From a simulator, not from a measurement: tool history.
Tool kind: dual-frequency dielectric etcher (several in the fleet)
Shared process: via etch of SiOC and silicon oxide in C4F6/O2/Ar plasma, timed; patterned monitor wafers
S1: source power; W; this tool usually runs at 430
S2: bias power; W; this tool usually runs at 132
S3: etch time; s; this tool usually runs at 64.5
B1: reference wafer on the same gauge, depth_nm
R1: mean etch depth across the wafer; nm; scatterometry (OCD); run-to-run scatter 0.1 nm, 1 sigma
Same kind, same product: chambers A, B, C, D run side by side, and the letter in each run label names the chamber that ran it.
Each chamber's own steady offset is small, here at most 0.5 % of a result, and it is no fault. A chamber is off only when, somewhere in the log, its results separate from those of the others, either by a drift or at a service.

{"run": "1A", "hour": 4.2, "S1": 430, "S2": 132, "S3": 64.5, "B1": 55.897, "R1": 67.656}
{"run": "2D", "hour": 7.1, "S1": 430, "S2": 132, "S3": 64.5, "B1": 55.898, "R1": 67.92}
{"hour": 10.3, "done": "chamber B: wet clean of the chamber"}
{"run": "3B", "hour": 12.8, "S1": 430, "S2": 132, "S3": 64.5, "B1": 55.866, "R1": 68.189}
{"run": "4C", "hour": 19.1, "S1": 430, "S2": 132, "S3": 64.5, "B1": 55.853, "R1": 67.812}
{"run": "5B", "hour": 23.1, "S1": 430, "S2": 132, "S3": 64.5, "B1": 55.876, "R1": 68.075}
{"run": "6D", "hour": 27.3, "S1": 430, "S2": 132, "S3": 64.5, "B1": 55.844, "R1": 67.931}
{"run": "7C", "hour": 33.3, "S1": 430, "S2": 132, "S3": 64.5, "B1": 55.852, "R1": 67.627}
{"run": "8A", "hour": 39.4, "S1": 430, "S2": 132, "S3": 64.5, "B1": 55.824, "R1": 67.679}
{"run": "9A", "hour": 43.3, "S1": 430, "S2": 132, "S3": 64.5, "B1": 55.819, "R1": 67.929}
{"run": "10C", "hour": 48.1, "S1": 430, "S2": 132, "S3": 64.5, "B1": 55.82, "R1": 67.663}
{"run": "11D", "hour": 53.5, "S1": 430, "S2": 132, "S3": 64.5, "B1": 55.809, "R1": 67.656}
{"run": "12B", "hour": 58.5, "S1": 430, "S2": 132, "S3": 64.5, "B1": 55.785, "R1": 67.929}
{"hour": 60.5, "done": "chamber C: wet clean of the chamber"}
{"run": "13C", "hour": 62.8, "S1": 430, "S2": 159, "S3": 64.5, "B1": 55.781, "R1": 71.622}
{"run": "14B", "hour": 66.5, "S1": 430, "S2": 159, "S3": 64.5, "B1": 55.752, "R1": 71.968}
{"run": "15D", "hour": 72.5, "S1": 430, "S2": 159, "S3": 64.5, "B1": 55.775, "R1": 71.662}
{"run": "16A", "hour": 76.2, "S1": 430, "S2": 159, "S3": 64.5, "B1": 55.79, "R1": 71.682}
{"run": "17B", "hour": 80.5, "S1": 430, "S2": 132, "S3": 64.5, "B1": 55.76, "R1": 68.072}
{"run": "18C", "hour": 86.1, "S1": 340, "S2": 101, "S3": 64.5, "B1": 55.754, "R1": 57.047}
{"run": "19D", "hour": 90.7, "S1": 340, "S2": 101, "S3": 64.5, "B1": 55.721, "R1": 57.362}
{"hour": 93.0, "done": "chamber B: bias power generator calibrated"}
{"run": "20A", "hour": 93.9, "S1": 340, "S2": 101, "S3": 64.5, "B1": 55.761, "R1": 56.956}
{"run": "21D", "hour": 99.0, "S1": 340, "S2": 101, "S3": 64.5, "B1": 55.732, "R1": 57.234}
{"run": "22A", "hour": 103.0, "S1": 430, "S2": 132, "S3": 64.5, "B1": 55.718, "R1": 67.586}
{"run": "23C", "hour": 106.7, "S1": 430, "S2": 132, "S3": 64.5, "B1": 55.705, "R1": 67.568}
{"run": "24B", "hour": 113.0, "S1": 430, "S2": 132, "S3": 64.5, "B1": 55.703, "R1": 67.694}
{"run": "25C", "hour": 115.8, "S1": 430, "S2": 132, "S3": 64.5, "B1": 55.701, "R1": 67.49}
{"run": "26A", "hour": 120.9, "S1": 430, "S2": 132, "S3": 64.5, "B1": 55.689, "R1": 67.555}
{"run": "27B", "hour": 126.9, "S1": 430, "S2": 132, "S3": 64.5, "B1": 55.671, "R1": 67.753}
{"run": "28D", "hour": 130.7, "S1": 430, "S2": 132, "S3": 64.5, "B1": 55.668, "R1": 67.847}
{"run": "29D", "hour": 136.0, "S1": 430, "S2": 132, "S3": 79, "B1": 55.655, "R1": 83.006}
{"run": "30A", "hour": 141.1, "S1": 430, "S2": 132, "S3": 79, "B1": 55.657, "R1": 82.775}
{"run": "31C", "hour": 147.5, "S1": 430, "S2": 132, "S3": 79, "B1": 55.63, "R1": 82.365}
{"run": "32B", "hour": 153.0, "S1": 430, "S2": 132, "S3": 79, "B1": 55.631, "R1": 82.84}
{"run": "33A", "hour": 156.6, "S1": 430, "S2": 115, "S3": 64.5, "B1": 55.609, "R1": 64.555}
{"run": "34B", "hour": 161.2, "S1": 430, "S2": 115, "S3": 64.5, "B1": 55.602, "R1": 64.934}
{"run": "35D", "hour": 167.2, "S1": 430, "S2": 115, "S3": 64.5, "B1": 55.605, "R1": 64.971}
{"run": "36C", "hour": 173.5, "S1": 430, "S2": 115, "S3": 64.5, "B1": 55.591, "R1": 64.676}
{"run": "37B", "hour": 177.7, "S1": 390, "S2": 146, "S3": 64.5, "B1": 55.578, "R1": 67.238}
{"run": "38C", "hour": 183.5, "S1": 390, "S2": 146, "S3": 64.5, "B1": 55.572, "R1": 66.97}
{"run": "39A", "hour": 186.9, "S1": 390, "S2": 146, "S3": 64.5, "B1": 55.566, "R1": 66.723}

Which is it: a chamber that has drifted or been left off by a service, a gauge drift common to all chambers, or only each chamber's usual small offset? If a chamber is off, name it and its likeliest cause.

The gauge drifts, so all chambers seem to drift together. No chamber is off.
Cause: gauge reads low (%) = 0.611.

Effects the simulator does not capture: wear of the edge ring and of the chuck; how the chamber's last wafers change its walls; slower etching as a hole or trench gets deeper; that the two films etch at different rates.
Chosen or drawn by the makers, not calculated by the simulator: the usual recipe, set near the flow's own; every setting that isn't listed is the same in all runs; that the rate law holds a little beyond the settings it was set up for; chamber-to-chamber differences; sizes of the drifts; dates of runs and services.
